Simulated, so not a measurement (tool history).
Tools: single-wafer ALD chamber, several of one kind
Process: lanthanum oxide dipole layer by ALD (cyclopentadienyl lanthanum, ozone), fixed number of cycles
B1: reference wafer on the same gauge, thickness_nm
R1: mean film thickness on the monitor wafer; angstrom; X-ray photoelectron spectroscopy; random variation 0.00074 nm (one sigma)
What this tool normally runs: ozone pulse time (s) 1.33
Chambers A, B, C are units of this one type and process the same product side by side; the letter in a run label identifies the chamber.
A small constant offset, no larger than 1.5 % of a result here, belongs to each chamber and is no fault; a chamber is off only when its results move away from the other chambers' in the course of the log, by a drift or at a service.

run 1B hour=2.6 | ozone_pulse_time_(s)=1.33 | B1=0.53606 | R1=5.3342
run 2A hour=8.3 | ozone_pulse_time_(s)=1.33 | B1=0.53636 | R1=5.3408
run 3C hour=11.5 | ozone_pulse_time_(s)=1.33 | B1=0.53641 | R1=5.4339
run 4B hour=15.6 | ozone_pulse_time_(s)=1.33 | B1=0.53634 | R1=5.3305
run 5C hour=20.9 | ozone_pulse_time_(s)=1.33 | B1=0.53659 | R1=5.4241
run 6A hour=25.4 | ozone_pulse_time_(s)=1.33 | B1=0.53666 | R1=5.3403
run 7C hour=29.9 | ozone_pulse_time_(s)=1.33 | B1=0.53679 | R1=5.4483
run 8A hour=34.1 | ozone_pulse_time_(s)=1.33 | B1=0.53685 | R1=5.3427
run 9B hour=37.3 | ozone_pulse_time_(s)=1.33 | B1=0.53685 | R1=5.3356
run 10B hour=42.7 | ozone_pulse_time_(s)=1.33 | B1=0.53697 | R1=5.3256
run 11A hour=47.9 | ozone_pulse_time_(s)=1.33 | B1=0.53739 | R1=5.3384
run 12C hour=51.0 | ozone_pulse_time_(s)=1.33 | B1=0.53748 | R1=5.4343
run 13A hour=54.0 | ozone_pulse_time_(s)=1.33 | B1=0.53738 | R1=5.3484
run 14B hour=59.2 | ozone_pulse_time_(s)=1.33 | B1=0.53772 | R1=5.3479
run 15C hour=64.4 | ozone_pulse_time_(s)=1.70 | B1=0.53787 | R1=5.6610
run 16B hour=69.3 | ozone_pulse_time_(s)=1.70 | B1=0.53801 | R1=5.5659
run 17A hour=73.0 | ozone_pulse_time_(s)=1.70 | B1=0.53811 | R1=5.5600
run 18C hour=77.2 | ozone_pulse_time_(s)=1.33 | B1=0.53818 | R1=5.4431
run 19B hour=82.4 | ozone_pulse_time_(s)=1.33 | B1=0.53848 | R1=5.3490
run 20C hour=87.6 | ozone_pulse_time_(s)=1.33 | B1=0.53851 | R1=5.4536
-- hour=89.6 chamber C: ozone generator serviced
run 21A hour=92.9 | ozone_pulse_time_(s)=0.99 | B1=0.53857 | R1=4.9652
run 22B hour=96.8 | ozone_pulse_time_(s)=0.99 | B1=0.53876 | R1=4.9625
run 23A hour=100.5 | ozone_pulse_time_(s)=0.99 | B1=0.53873 | R1=4.9852
run 24C hour=104.8 | ozone_pulse_time_(s)=1.33 | B1=0.53911 | R1=5.4685

Which is it: a chamber that has drifted or been left off by a service, a gauge drift common to all chambers, or only each chamber's usual small offset? If a chamber is off, name it and its likeliest cause.

The shared gauge is drifting. All chambers look as if they move in step, but none is off.
Cause: gauge reads high (%) = 0.575.

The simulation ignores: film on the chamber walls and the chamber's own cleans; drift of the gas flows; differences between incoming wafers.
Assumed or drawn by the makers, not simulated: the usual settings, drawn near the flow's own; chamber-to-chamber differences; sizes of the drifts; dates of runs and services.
